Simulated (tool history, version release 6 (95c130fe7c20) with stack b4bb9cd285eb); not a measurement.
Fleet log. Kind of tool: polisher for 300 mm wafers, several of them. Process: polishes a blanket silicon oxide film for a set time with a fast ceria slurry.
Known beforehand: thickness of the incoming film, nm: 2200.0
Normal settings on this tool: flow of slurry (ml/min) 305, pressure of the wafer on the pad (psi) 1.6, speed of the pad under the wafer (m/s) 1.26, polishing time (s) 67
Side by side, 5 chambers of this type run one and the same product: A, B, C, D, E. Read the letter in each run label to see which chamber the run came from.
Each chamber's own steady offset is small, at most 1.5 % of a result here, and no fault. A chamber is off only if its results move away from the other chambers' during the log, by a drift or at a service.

run,hour,flow of slurry (ml/min),pressure of the wafer on the pad (psi),speed of the pad under the wafer (m/s),polishing time (s),film removed (nm)
# hour 1.1: chamber A: worn pad replaced by a new one
# hour 1.5: chamber C: worn pad replaced by a new one
1B,3.7,305,1.6,1.26,67,718.84
2D,6.9,305,1.6,1.26,67,734.56
3E,11.2,305,1.6,1.26,67,740.42
# hour 12.8: chamber E: worn pad replaced by a new one
4A,15.7,305,1.6,1.26,67,733.45
5C,18.4,305,1.6,1.26,67,721.06
6A,20.8,305,1.6,1.26,67,726.63
# hour 23.9: chamber D: head pressure recalibrated
7D,25.3,205,1.6,1.26,67,689.45
8C,28.3,205,1.6,1.26,67,695.23
9B,31.8,205,1.6,1.26,67,699.90
10E,34.3,205,1.6,1.26,67,700.56
11B,36.9,205,1.6,1.26,67,695.76
12C,40.8,305,1.6,1.26,67,721.48
13E,43.3,305,1.6,1.26,67,732.77
14D,48.0,305,1.6,1.26,67,733.49
# hour 48.2: chamber B: worn pad replaced by a new one
# hour 51.3: chamber C: worn pad replaced by a new one
15A,51.3,305,1.6,1.26,67,723.81
16D,55.5,305,1.6,1.26,67,736.81
# hour 56.0: chamber E: slurry nozzle cleaned
17B,58.5,305,1.6,1.26,67,725.80
18E,61.4,305,1.6,1.26,67,740.82
19A,64.9,305,1.6,1.68,78,1128.10
20C,67.3,305,1.6,1.68,78,1127.60
# hour 68.1: chamber E: worn pad replaced by a new one
21D,70.1,305,1.6,1.68,78,1136.70
22B,74.7,305,1.6,1.68,78,1133.90
# hour 76.7: chamber B: head pressure recalibrated
# hour 76.9: chamber D: worn pad replaced by a new one
23E,78.2,305,1.6,1.68,78,1137.20
24A,82.0,305,1.6,1.26,67,726.94
25C,84.7,305,1.6,1.26,67,726.90
26C,87.6,305,1.6,1.26,67,732.23
27A,91.5,305,1.6,1.26,67,727.20
28E,94.4,305,1.6,1.26,67,737.74
29D,97.7,305,1.6,1.26,67,731.84
30B,101.1,305,1.6,1.26,67,671.71
# hour 103.1: chamber C: worn pad replaced by a new one
31C,103.4,305,1.6,1.54,51,676.51
32D,107.5,305,1.6,1.54,51,683.45
33E,111.1,305,1.6,1.54,51,683.13
34B,113.4,305,1.6,1.54,51,624.80
35A,116.8,305,1.6,1.54,51,676.63
# hour 120.1: chamber E: worn pad replaced by a new one
36D,121.7,305,1.6,1.26,67,740.38
# hour 125.7: chamber A: worn pad replaced by a new one
37E,126.2,305,1.6,1.26,67,741.31
38C,130.7,305,1.6,1.26,67,716.05
39B,132.9,305,1.6,1.26,67,685.71
40A,137.2,305,1.6,1.26,67,732.94
41D,142.2,305,1.6,1.26,67,722.18

All chambers now run identical settings, listed one chamber a line with results as question marks. What results will each chamber show?
42A,145.7,305,1.6,1.26,67,?
42B,145.7,305,1.6,1.26,67,?
42C,145.7,305,1.6,1.26,67,?
42D,145.7,305,1.6,1.26,67,?
42E,145.7,305,1.6,1.26,67,?

run,film removed (nm)
42A,731.60
42B,666.64
42C,726.21
42D,728.27
42E,733.98
